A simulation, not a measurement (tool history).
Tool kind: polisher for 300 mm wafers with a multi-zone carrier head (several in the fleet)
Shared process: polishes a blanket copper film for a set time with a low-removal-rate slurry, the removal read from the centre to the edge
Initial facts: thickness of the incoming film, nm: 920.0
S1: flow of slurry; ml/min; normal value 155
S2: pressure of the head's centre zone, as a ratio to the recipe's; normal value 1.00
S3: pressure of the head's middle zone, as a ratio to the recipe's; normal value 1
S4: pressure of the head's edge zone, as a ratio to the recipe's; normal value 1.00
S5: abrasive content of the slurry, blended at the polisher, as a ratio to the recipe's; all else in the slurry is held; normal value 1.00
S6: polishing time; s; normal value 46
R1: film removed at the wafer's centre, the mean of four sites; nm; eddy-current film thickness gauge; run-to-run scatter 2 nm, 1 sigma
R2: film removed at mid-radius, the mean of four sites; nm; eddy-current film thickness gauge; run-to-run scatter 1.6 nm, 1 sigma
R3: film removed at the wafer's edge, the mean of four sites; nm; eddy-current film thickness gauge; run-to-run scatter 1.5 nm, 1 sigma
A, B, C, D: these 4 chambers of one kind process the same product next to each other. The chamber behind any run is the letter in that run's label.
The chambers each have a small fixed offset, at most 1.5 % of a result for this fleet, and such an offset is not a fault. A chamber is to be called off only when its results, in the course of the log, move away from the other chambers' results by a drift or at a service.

| run | day | S1 | S2 | S3 | S4 | S5 | S6 | R1 | R2 | R3 |
|---|---|---|---|---|---|---|---|---|---|---|
|  | 0.179 | chamber B: worn pad replaced by a new one |
| 1A | 0.346 | 155 | 1.00 | 1 | 1.00 | 1.00 | 46 | 137.88 | 131.10 | 130.62 |
| 2D | 0.583 | 155 | 1.00 | 1 | 1.00 | 1.00 | 46 | 128.85 | 129.96 | 129.35 |
| 3C | 0.975 | 155 | 1.00 | 1 | 1.00 | 1.00 | 46 | 128.24 | 133.46 | 129.63 |
| 4B | 1.300 | 155 | 1.00 | 1 | 1.00 | 1.00 | 46 | 134.59 | 133.09 | 133.24 |
| 5D | 1.546 | 180 | 1.00 | 1 | 1.00 | 1.15 | 46 | 138.48 | 141.30 | 138.88 |
|  | 1.571 | chamber D: edge zone pressure recalibrated |
| 6B | 1.875 | 180 | 1.00 | 1 | 1.00 | 1.15 | 46 | 140.93 | 144.37 | 139.88 |
|  | 2.121 | chamber A: worn pad replaced by a new one |
| 7A | 2.238 | 180 | 1.00 | 1 | 1.00 | 1.15 | 46 | 142.98 | 140.80 | 141.36 |
| 8C | 2.529 | 180 | 1.00 | 1 | 1.00 | 1.15 | 46 | 139.82 | 138.97 | 138.20 |
|  | 2.871 | chamber A: centre zone pressure recalibrated |
| 9A | 2.904 | 155 | 1.00 | 1 | 1.00 | 1.00 | 46 | 135.96 | 134.90 | 133.30 |
| 10C | 3.354 | 155 | 1.00 | 1 | 1.00 | 1.00 | 46 | 134.77 | 135.00 | 131.20 |
| 11D | 3.658 | 155 | 1.00 | 1 | 1.00 | 1.00 | 46 | 134.14 | 133.63 | 133.08 |
|  | 4.092 | chamber B: worn pad replaced by a new one |
| 12B | 4.092 | 155 | 1.00 | 1 | 1.00 | 1.00 | 46 | 129.47 | 133.15 | 133.35 |
| 13B | 4.396 | 155 | 1.00 | 1 | 1.00 | 1.00 | 46 | 131.22 | 132.82 | 130.39 |
|  | 4.550 | chamber C: slurry nozzle cleaned |
| 14C | 4.817 | 100 | 1.00 | 1 | 1.06 | 1.00 | 46 | 118.66 | 120.85 | 127.38 |
| 15D | 5.054 | 100 | 1.00 | 1 | 1.06 | 1.00 | 46 | 115.69 | 116.93 | 126.53 |
| 16A | 5.579 | 100 | 1.00 | 1 | 1.06 | 1.00 | 46 | 118.98 | 119.13 | 128.11 |
|  | 5.954 | chamber D: worn pad replaced by a new one |
| 17B | 6.083 | 100 | 1.00 | 1 | 1.06 | 1.00 | 46 | 119.48 | 120.40 | 127.29 |
| 18C | 6.475 | 155 | 1.00 | 1 | 1.00 | 1.00 | 46 | 129.39 | 129.10 | 128.42 |
| 19A | 6.721 | 155 | 1.00 | 1 | 1.00 | 1.00 | 46 | 131.70 | 136.08 | 132.50 |
|  | 6.879 | chamber D: slurry nozzle cleaned |
|  | 7.038 | chamber B: centre zone pressure recalibrated |
| 20D | 7.150 | 155 | 1.00 | 1 | 1.00 | 1.00 | 46 | 132.00 | 132.04 | 132.02 |
| 21B | 7.633 | 200 | 1.00 | 1 | 1.00 | 1.00 | 46 | 142.12 | 142.40 | 137.78 |
|  | 7.638 | chamber A: worn pad replaced by a new one |
|  | 7.838 | chamber B: worn pad replaced by a new one |
| 22C | 8.162 | 200 | 1.00 | 1 | 1.00 | 1.00 | 46 | 135.71 | 137.36 | 134.72 |
| 23A | 8.554 | 200 | 1.00 | 1 | 1.00 | 1.00 | 46 | 141.47 | 140.68 | 134.44 |
|  | 8.650 | chamber C: centre zone pressure recalibrated |
| 24D | 9.021 | 200 | 1.00 | 1 | 1.00 | 1.00 | 46 | 136.39 | 138.98 | 137.66 |
| 25A | 9.321 | 155 | 1.00 | 1 | 1.00 | 1.00 | 46 | 135.76 | 133.59 | 133.20 |
| 26B | 9.708 | 155 | 1.00 | 1 | 1.00 | 1.00 | 46 | 135.50 | 129.25 | 133.74 |
| 27C | 10.154 | 135 | 1.00 | 1 | 1.00 | 1.00 | 53 | 142.40 | 139.00 | 143.46 |
| 28D | 10.388 | 135 | 1.00 | 1 | 1.00 | 1.00 | 53 | 149.56 | 148.48 | 148.53 |
| 29D | 10.854 | 135 | 1.00 | 1 | 1.00 | 1.00 | 53 | 147.64 | 148.59 | 148.03 |
| 30A | 11.192 | 135 | 1.00 | 1 | 1.00 | 1.00 | 53 | 148.74 | 150.53 | 147.56 |
|  | 11.492 | chamber B: worn pad replaced by a new one |
| 31C | 11.700 | 155 | 1.00 | 1 | 1.00 | 1.00 | 46 | 124.79 | 124.21 | 121.63 |
| 32B | 11.992 | 155 | 1.00 | 1 | 1.00 | 1.25 | 46 | 138.25 | 140.40 | 140.95 |
| 33C | 12.450 | 155 | 1.00 | 1 | 1.00 | 1.25 | 46 | 130.57 | 130.48 | 128.12 |
| 34B | 12.692 | 155 | 1.00 | 1 | 1.00 | 1.25 | 46 | 137.57 | 143.07 | 138.73 |
|  | 12.788 | chamber A: worn pad replaced by a new one |
| 35D | 13.154 | 155 | 1.00 | 1 | 1.00 | 1.25 | 46 | 136.60 | 139.29 | 135.70 |
| 36A | 13.575 | 155 | 1.00 | 1 | 1.00 | 1.00 | 46 | 134.86 | 133.93 | 130.01 |
|  | 13.750 | chamber A: slurry nozzle cleaned |
| 37C | 13.992 | 155 | 1.00 | 1 | 1.00 | 1.00 | 46 | 124.36 | 123.16 | 121.04 |
| 38A | 14.379 | 155 | 1.00 | 1 | 1.00 | 1.00 | 46 | 129.45 | 134.19 | 131.16 |
| 39B | 14.829 | 155 | 1.00 | 1 | 1.00 | 1.00 | 46 | 133.38 | 131.42 | 134.67 |

Is one chamber out of step, is the gauge drifting, or do the chambers differ by no more than their own small offsets? For an off chamber, give its letter and the likeliest cause.

Chamber C drifts away from the others.
Most likely cause: removal rate lost through wear of the pad, % = 9.17.
It could be hard to tell apart here from: slurry flow missing at the pad, %.

Here are 4 candidates for chamber C's next run, each the usual settings with a change, their results left as question marks. Which one brings its results back in line with what the others give on the usual settings?
In line means no further than this from the other chambers' mean on the usual settings: R1 7.00 nm; R2 5.500 nm; R3 5.100 nm
| 40C-1 | 15.208 | 160 | 1.00 | 1.01 | 1.00 | 1.00 | 50 | ? | ? | ? |
| 40C-2 | 15.208 | 150 | 1.00 | 0.99 | 1.00 | 1.00 | 42 | ? | ? | ? |
| 40C-3 | 15.208 | 150 | 1.00 | 0.99 | 0.99 | 0.95 | 38 | ? | ? | ? |
| 40C-4 | 15.208 | 160 | 1.00 | 1.01 | 1.00 | 1.05 | 55 | ? | ? | ? |

Other chambers, usual settings, mean: R1 133.02 nm; R2 133.240 nm; R3 132.430 nm
| run | R1 | R2 | R3 |
|---|---|---|---|
| 40C-1 | 130.12 | 131.140 | 129.980 |
| 40C-2 | 107.83 | 106.900 | 108.280 |
| 40C-3 | 96.51 | 95.678 | 96.413 |
| 40C-4 | 144.62 | 145.750 | 144.470 |
It is 40C-1 that realigns the chamber with its peers.
